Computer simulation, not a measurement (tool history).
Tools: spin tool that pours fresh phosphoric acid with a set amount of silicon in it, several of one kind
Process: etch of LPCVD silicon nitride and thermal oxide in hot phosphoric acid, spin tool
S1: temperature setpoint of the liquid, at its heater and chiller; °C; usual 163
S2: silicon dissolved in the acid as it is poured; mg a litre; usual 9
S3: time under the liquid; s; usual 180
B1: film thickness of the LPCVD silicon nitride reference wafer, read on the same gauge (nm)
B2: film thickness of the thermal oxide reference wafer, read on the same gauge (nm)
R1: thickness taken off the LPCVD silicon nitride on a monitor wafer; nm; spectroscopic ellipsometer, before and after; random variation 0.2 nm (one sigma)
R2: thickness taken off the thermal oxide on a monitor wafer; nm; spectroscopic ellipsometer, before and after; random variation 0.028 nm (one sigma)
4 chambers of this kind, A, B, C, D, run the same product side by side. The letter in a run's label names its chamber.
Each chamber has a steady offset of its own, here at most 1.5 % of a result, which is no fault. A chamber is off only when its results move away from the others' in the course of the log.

run    day     S1  S2   S3      B1      B2      R1       R2
 1D  0.425    163   9  180      30   69.99  20.642  0.51564
     0.708  -- chamber A: dissolved silicon flow meter replaced
 2C  0.925    163   9  180  29.989  70.035  19.937  0.50062
 3B  1.271    163   9  180  29.999  70.011  20.647  0.51643
 4A  1.642    163   9  180  29.988  69.982   20.11  0.50314
 5B  2.029    163   9  180   30.02  69.969  20.727  0.54032
 6A  2.362    163   9  180  29.999  69.995  19.923   0.5475
 7D  2.925    163   9  180  29.992  69.976  19.809  0.53232
 8C  3.367  160.5   9  255  29.973  70.007  26.496  0.58919
 9B  3.762  160.5   9  255  29.987  70.007  26.543  0.62556
10D  4.275  160.5   9  255  29.964  69.985  26.642  0.59552
11C  4.692  160.5   9  255  30.013  69.992  26.181  0.56348
12A  5.025    163   9  180  29.989  69.995  19.511  0.50609
13C  5.275    163   9  180  30.009  70.031  19.971  0.49895
14D  5.546    163   9  180  29.999  69.993  20.555  0.53224
15A  5.788    163   9  180  30.008  70.018  19.422  0.45106
16B  6.292    163   9  180  29.977  69.974  21.064  0.52826
17B    6.7    163   9  180  29.999  70.004  20.803  0.52986
18D  7.117    163   9  140  30.043  69.993  15.577  0.45523
19C  7.367    163   9  140  30.021  70.015   15.86  0.41701
20A  7.688    163   9  140  29.987  70.001  14.824  0.34605
21B  8.142    163   9  140  30.003  70.019  16.132  0.41992
22A    8.4    163   9  180  29.984   70.02  18.908  0.44734
23C  8.858    163   9  180  29.974  70.009  20.014  0.46358
24D  9.238    163   9  180  30.003   69.99  20.046  0.52979
     9.654  -- chamber D: heated supply line repaired
25D  9.675    163   9  180  30.007  70.011  19.912  0.52542
26A  9.983    163   9  180  30.041  69.954  18.793   0.4435

All 4 chambers run these settings next. Forecast each chamber's results:
27A  10.388  163   9  180           ?   ?
27B  10.388  163   9  180           ?   ?
27C  10.388  163   9  180           ?   ?
27D  10.388  163   9  180           ?   ?

run      R1       R2
27A  18.626   0.4164
27B  20.652  0.51522
27C  19.946  0.55312
27D  20.523  0.52543
